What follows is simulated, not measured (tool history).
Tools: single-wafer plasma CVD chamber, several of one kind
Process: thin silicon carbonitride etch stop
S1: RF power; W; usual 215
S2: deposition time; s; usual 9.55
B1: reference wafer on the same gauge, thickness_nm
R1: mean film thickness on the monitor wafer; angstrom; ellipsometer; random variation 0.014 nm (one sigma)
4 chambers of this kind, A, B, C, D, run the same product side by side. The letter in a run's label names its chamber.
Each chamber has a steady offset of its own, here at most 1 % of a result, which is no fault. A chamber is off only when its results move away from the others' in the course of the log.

run  hour   S1    S2      B1      R1
 1C   4.3  215  9.55  4.4497  55.699
 2D   8.2  215  9.55  4.4482  55.641
 3A  12.3  215  9.55  4.4482  55.514
 4B  14.6  215  9.55   4.454  56.122
 5B  19.1  215  9.55   4.449  56.295
 6C  21.8  215  7.86  4.4501  45.756
 7D  24.4  215  7.86  4.4523  46.086
 8A  28.8  215  7.86  4.4503  45.712
 9D  32.7  215  7.86  4.4495  45.818
10C  37.1  215  9.55  4.4517    55.4
11B  40.2  250  9.55  4.4487   58.53
12A  42.2  250  9.55  4.4471  58.506
13B  46.7  250  9.55  4.4507  58.423
14A  50.4  250  9.55  4.4474  58.369
15C  54.5  230  7.89  4.4496  46.429
16D  56.9  230  7.89  4.4485  46.889
17D    61  230  7.89  4.4497  46.812
18C  65.5  230  7.89  4.4492  46.056
19B  69.9  215  9.55  4.4508  55.985
20A  74.2  215  9.55  4.4494  55.658
21A    77  215  9.55  4.4503  55.368
22B  80.4  215  9.55  4.4518  56.171
23C  82.9  245  9.55    4.45  56.822
24D  85.2  245  9.55  4.4497  57.747
25C  87.6  245  9.55  4.4507  56.434

Next, every chamber runs the same settings. What will each give?
26A  90.9  215  9.55       ?
26B  90.9  215  9.55       ?
26C  90.9  215  9.55       ?
26D  90.9  215  9.55       ?

run      R1
26A  55.736
26B  55.992
26C  54.224
26D  55.714
